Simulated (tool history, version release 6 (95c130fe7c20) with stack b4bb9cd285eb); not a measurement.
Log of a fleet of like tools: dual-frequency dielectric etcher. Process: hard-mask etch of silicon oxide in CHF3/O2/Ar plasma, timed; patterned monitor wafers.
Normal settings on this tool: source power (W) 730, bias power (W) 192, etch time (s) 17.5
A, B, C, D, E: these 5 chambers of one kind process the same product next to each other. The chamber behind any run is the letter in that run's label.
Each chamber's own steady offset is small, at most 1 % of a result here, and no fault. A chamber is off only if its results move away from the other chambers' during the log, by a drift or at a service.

run   hour  source power (W)  bias power (W)  etch time (s)  hours since the last wet clean  hours since the last source power generator calibration  hours since the last bias power generator calibration  read-back reference wafer on the same gauge, depth_nm  mean etch depth across the wafer (Å)
 1B    9.7               730             192           17.5                           198.3                                                     1041                                                  340.3                                                 31.311                                382.34
      14.3  -- chamber D: wet clean of the chamber
 2D   17.7               730             192           17.5                             3.5                                                   3469.4                                                  919.2                                                  31.31                                383.65
 3C   26.6               730             192           17.5                           235.3                                                   1559.2                                                  506.8                                                 31.313                                377.92
      29.1  -- chamber A: wet clean of the chamber
 4E   38.3               730             192           17.5                           104.6                                                   1232.1                                                  527.8                                                 31.323                                 381.6
 5A   49.4               730             192           17.5                            20.4                                                   3101.4                                                   1495                                                 31.325                                380.08
 6E   59.4               730             192           17.5                           125.7                                                   1253.2                                                  548.9                                                 31.338                                381.58
 7C   67.1               730             192           17.5                           275.8                                                   1599.7                                                  547.3                                                 31.344                                379.08
 8A   79.8               730             192           17.5                            50.8                                                   3131.8                                                 1525.4                                                 31.353                                380.43
 9D   93.3               730             192           17.5                            79.1                                                     3545                                                  994.8                                                 31.353                                384.46
      95.4  -- chamber D: source power generator calibrated
10B    104               730             192           17.5                           292.6                                                   1135.3                                                  434.6                                                 31.372                                382.74
11A  112.4               730             192           17.5                            83.4                                                   3164.4                                                   1558                                                 31.359                                380.09
12B  119.8               730             192           17.5                           308.4                                                   1151.1                                                  450.4                                                  31.37                                381.22
13D  128.8               810             192           17.5                           114.6                                                     33.5                                                 1030.3                                                 31.366                                400.18
14E  142.8               810             192           17.5                           209.1                                                   1336.6                                                  632.3                                                 31.377                                396.81
15C  154.9               810             192           17.5                           363.6                                                   1687.5                                                  635.1                                                 31.385                                394.15
16C  168.2               810             192           17.5                           376.9                                                   1700.8                                                  648.4                                                 31.401                                395.37
17A  178.6               810             192           17.5                           149.6                                                   3230.6                                                 1624.2                                                 31.393                                396.05
18E  190.9               730             192           17.5                           257.2                                                   1384.7                                                  680.4                                                 31.401                                383.19
19B  197.3               640             236           17.5                           385.9                                                   1228.6                                                  527.9                                                 31.419                                389.97
20D  205.6               640             236           17.5                           191.4                                                    110.3                                                 1107.1                                                 31.416                                393.22
21C  217.5               640             236           17.5                           426.2                                                   1750.1                                                  697.7                                                 31.427                                 386.9
22E  231.3               640             236           17.5                           297.6                                                   1425.1                                                  720.8                                                 31.422                                 391.5
23B  238.6               640             236           17.5                           427.2                                                   1269.9                                                  569.2                                                 31.429                                390.39
24D  247.8               730             192           17.5                           233.6                                                    152.5                                                 1149.3                                                 31.444                                 384.6
25A  260.7               730             192           17.5                           231.7                                                   3312.7                                                 1706.3                                                 31.441                                380.77
26E  272.1               730             192           17.5                           338.4                                                   1465.9                                                  761.6                                                  31.46                                382.72
27B  286.3               730             192           17.5                           474.9                                                   1317.6                                                  616.9                                                 31.453                                383.98
28A  294.3               730             192           17.5                           265.3                                                   3346.3                                                 1739.9                                                 31.465                                381.82
29D  302.3               730             192           17.5                           288.1                                                      207                                                 1203.8                                                 31.468                                386.25
30C  314.4               730             192           17.5                           523.1                                                     1847                                                  794.6                                                 31.479                                380.01
     319.4  -- chamber B: wet clean of the chamber
31A    322               730             192           17.5                             293                                                     3374                                                 1767.6                                                 31.485                                382.46
32D    332               730             192           17.5                           317.8                                                    236.7                                                 1233.5                                                 31.498                                385.46
33B  338.7               730             192           17.5                            19.4                                                     1370                                                  669.3                                                  31.49                                383.24
34C  351.6               730             192           17.5                           560.3                                                   1884.2                                                  831.8                                                 31.508                                379.54
35E  361.4               640             192           13.5                           427.7                                                   1555.2                                                  850.9                                                 31.499                                280.95

Next, every chamber runs the same settings. What will each give?
36A  371.8               730             192           17.5                                                                                                                                                                                                                                            ?
36B  371.8               730             192           17.5                                                                                                                                                                                                                                            ?
36C  371.8               730             192           17.5                                                                                                                                                                                                                                            ?
36D  371.8               730             192           17.5                                                                                                                                                                                                                                            ?
36E  371.8               730             192           17.5                                                                                                                                                                                                                                            ?

run  mean etch depth across the wafer (Å)
36A                                382.65
36B                                382.77
36C                                380.63
36D                                384.82
36E                                383.58
